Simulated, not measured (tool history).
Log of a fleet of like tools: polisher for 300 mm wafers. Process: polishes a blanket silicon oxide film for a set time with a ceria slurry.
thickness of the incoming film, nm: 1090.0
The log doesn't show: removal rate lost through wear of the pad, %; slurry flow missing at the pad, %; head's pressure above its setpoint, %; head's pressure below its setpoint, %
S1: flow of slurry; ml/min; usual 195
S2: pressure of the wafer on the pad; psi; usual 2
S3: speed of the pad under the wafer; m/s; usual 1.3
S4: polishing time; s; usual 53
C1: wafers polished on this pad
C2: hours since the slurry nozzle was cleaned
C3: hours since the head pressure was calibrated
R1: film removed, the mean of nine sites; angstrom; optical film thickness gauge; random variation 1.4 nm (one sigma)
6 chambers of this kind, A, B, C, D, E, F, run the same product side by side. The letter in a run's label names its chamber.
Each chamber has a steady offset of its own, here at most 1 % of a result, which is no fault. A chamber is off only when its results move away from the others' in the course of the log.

-- hour=3.9 chamber B: worn pad replaced by a new one
run 1F hour=10.6 | S1=195 S2=2 S3=1.3 S4=53 | C1=637 C2=120.1 C3=13.8 | R1=1687.1
-- hour=13.9 chamber D: worn pad replaced by a new one
-- hour=19 chamber C: worn pad replaced by a new one
run 2E hour=22.8 | S1=195 S2=2 S3=1.3 S4=53 | C1=1046 C2=79.2 C3=380.7 | R1=1698.1
-- hour=26.7 chamber E: worn pad replaced by a new one
run 3D hour=30.3 | S1=195 S2=2 S3=1.3 S4=53 | C1=198 C2=115.3 C3=42.9 | R1=1687.8
-- hour=39.8 chamber F: worn pad replaced by a new one
run 4C hour=42.7 | S1=195 S2=2 S3=1.3 S4=53 | C1=285 C2=269.1 C3=530.5 | R1=1668.7
run 5B hour=48.6 | S1=195 S2=2 S3=1.3 S4=53 | C1=539 C2=504.4 C3=334.5 | R1=1659.3
run 6A hour=59.2 | S1=255 S2=2 S3=1.3 S4=53 | C1=875 C2=76.2 C3=134.8 | R1=1720.7
run 7B hour=66.5 | S1=255 S2=2 S3=1.3 S4=53 | C1=755 C2=522.3 C3=352.4 | R1=1723
run 8C hour=78.7 | S1=255 S2=2 S3=1.3 S4=53 | C1=719 C2=305.1 C3=566.5 | R1=1738.1
-- hour=84.8 chamber A: worn pad replaced by a new one
run 9D hour=85.5 | S1=255 S2=2 S3=1.3 S4=53 | C1=863 C2=170.5 C3=98.1 | R1=1749.2
run 10A hour=91.3 | S1=255 S2=2 S3=1.3 S4=53 | C1=78 C2=108.3 C3=166.9 | R1=1762.9
run 11E hour=98.9 | S1=255 S2=2 S3=1.3 S4=53 | C1=870 C2=155.3 C3=456.8 | R1=1742.5
-- hour=107 chamber E: worn pad replaced by a new one
run 12F hour=108.8 | S1=195 S2=2 S3=1.3 S4=53 | C1=831 C2=218.3 C3=112 | R1=1681.1
run 13B hour=114.6 | S1=195 S2=2 S3=1.3 S4=53 | C1=1335 C2=570.4 C3=400.5 | R1=1664.3
-- hour=117.5 chamber B: worn pad replaced by a new one
-- hour=121.8 chamber C: worn pad replaced by a new one
run 14E hour=125.1 | S1=195 S2=2 S3=1.3 S4=53 | C1=218 C2=181.5 C3=483 | R1=1670.3
-- hour=130.2 chamber F: worn pad replaced by a new one
-- hour=133.3 chamber D: worn pad replaced by a new one
-- hour=133.3 chamber C: slurry nozzle cleaned
run 15D hour=135.5 | S1=195 S2=2 S3=1.3 S4=53 | C1=27 C2=220.5 C3=148.1 | R1=1700.1
run 16A hour=145.7 | S1=195 S2=2 S3=1.3 S4=53 | C1=734 C2=162.7 C3=221.3 | R1=1688.8
-- hour=150 chamber D: slurry nozzle cleaned
run 17F hour=153.8 | S1=195 S2=2 S3=1.3 S4=53 | C1=285 C2=263.3 C3=157 | R1=1689
run 18C hour=163.6 | S1=195 S2=2 S3=1.3 S4=53 | C1=503 C2=30.4 C3=651.4 | R1=1699.4
run 19F hour=170.5 | S1=195 S2=2 S3=1.3 S4=53 | C1=486 C2=280 C3=173.7 | R1=1702.1
run 20E hour=176.1 | S1=195 S2=2 S3=1.3 S4=45 | C1=833 C2=232.5 C3=534 | R1=1426.4
-- hour=179.5 chamber A: worn pad replaced by a new one
run 21B hour=181.6 | S1=195 S2=2 S3=1.3 S4=45 | C1=772 C2=637.4 C3=467.5 | R1=1374.4
-- hour=182.1 chamber E: worn pad replaced by a new one
run 22A hour=192.6 | S1=195 S2=2 S3=1.3 S4=45 | C1=159 C2=209.6 C3=268.2 | R1=1461
run 23D hour=199.7 | S1=195 S2=2 S3=1.3 S4=45 | C1=801 C2=49.7 C3=212.3 | R1=1448.6
run 24C hour=207 | S1=195 S2=2 S3=1.3 S4=45 | C1=1026 C2=73.8 C3=694.8 | R1=1445.7
-- hour=215.3 chamber A: slurry nozzle cleaned
run 25E hour=217.6 | S1=195 S2=2 S3=1.3 S4=45 | C1=428 C2=274 C3=575.5 | R1=1413.2
-- hour=220.7 chamber B: slurry nozzle cleaned
-- hour=222.1 chamber B: worn pad replaced by a new one
-- hour=224 chamber F: worn pad replaced by a new one
run 26C hour=229 | S1=195 S2=2 S3=1.3 S4=53 | C1=1291 C2=95.8 C3=716.8 | R1=1698.7
-- hour=232 chamber C: worn pad replaced by a new one
run 27B hour=237.5 | S1=195 S2=2 S3=1.3 S4=53 | C1=185 C2=16.9 C3=523.4 | R1=1570.8
-- hour=245.5 chamber D: worn pad replaced by a new one
run 28D hour=247.9 | S1=195 S2=2 S3=1.3 S4=53 | C1=29 C2=97.9 C3=260.5 | R1=1653.7
-- hour=255.3 chamber E: worn pad replaced by a new one
run 29A hour=259.8 | S1=195 S2=2 S3=1.3 S4=53 | C1=968 C2=44.5 C3=335.4 | R1=1656.6
run 30F hour=267.3 | S1=195 S2=2 S3=1.3 S4=53 | C1=522 C2=376.8 C3=270.5 | R1=1682.5
run 31C hour=278.6 | S1=265 S2=2 S3=1.66 S4=53 | C1=562 C2=145.4 C3=766.4 | R1=2241.3
-- hour=282.5 chamber A: worn pad replaced by a new one
run 32D hour=287.7 | S1=265 S2=2 S3=1.66 S4=53 | C1=508 C2=137.7 C3=300.3 | R1=2275.3
run 33A hour=296.3 | S1=265 S2=2 S3=1.66 S4=53 | C1=166 C2=81 C3=371.9 | R1=2269.9
run 34E hour=308 | S1=265 S2=2 S3=1.66 S4=53 | C1=635 C2=364.4 C3=665.9 | R1=2245.9
run 35F hour=314.3 | S1=265 S2=2 S3=1.66 S4=53 | C1=1089 C2=423.8 C3=317.5 | R1=2221.1
run 36B hour=320.4 | S1=265 S2=2 S3=1.66 S4=53 | C1=1184 C2=99.8 C3=606.3 | R1=2067.6

Is one chamber off against the others, does the gauge drift, or is nothing wrong? If a chamber is off, say which, and what the likeliest cause is.

Chamber B drifts away from the others.
Cause: head's pressure below its setpoint, % = 7.48.

Here are 4 candidates for chamber B's next run, each the usual settings with a change, their results left as question marks. Which one brings its results back in line with what the others give on the usual settings?
In line means no further than this from the other chambers' mean on the usual settings: R1 51 angstrom
run 37B-1 hour=329.3 | S1=195 S2=1.9 S3=1.22 S4=50 | R1=?
run 37B-2 hour=329.3 | S1=200 S2=2.4 S3=1.3 S4=53 | R1=?
run 37B-3 hour=329.3 | S1=195 S2=2.1 S3=1.36 S4=53 | R1=?
run 37B-4 hour=329.3 | S1=195 S2=2 S3=1.18 S4=53 | R1=?

The other chambers' mean on the usual settings: R1 1687.8 angstrom
run=37B-1 R1=1294.6
run=37B-2 R1=1860.5
run=37B-3 R1=1695.1
run=37B-4 R1=1397.7
37B-3 brings the chamber back in line.
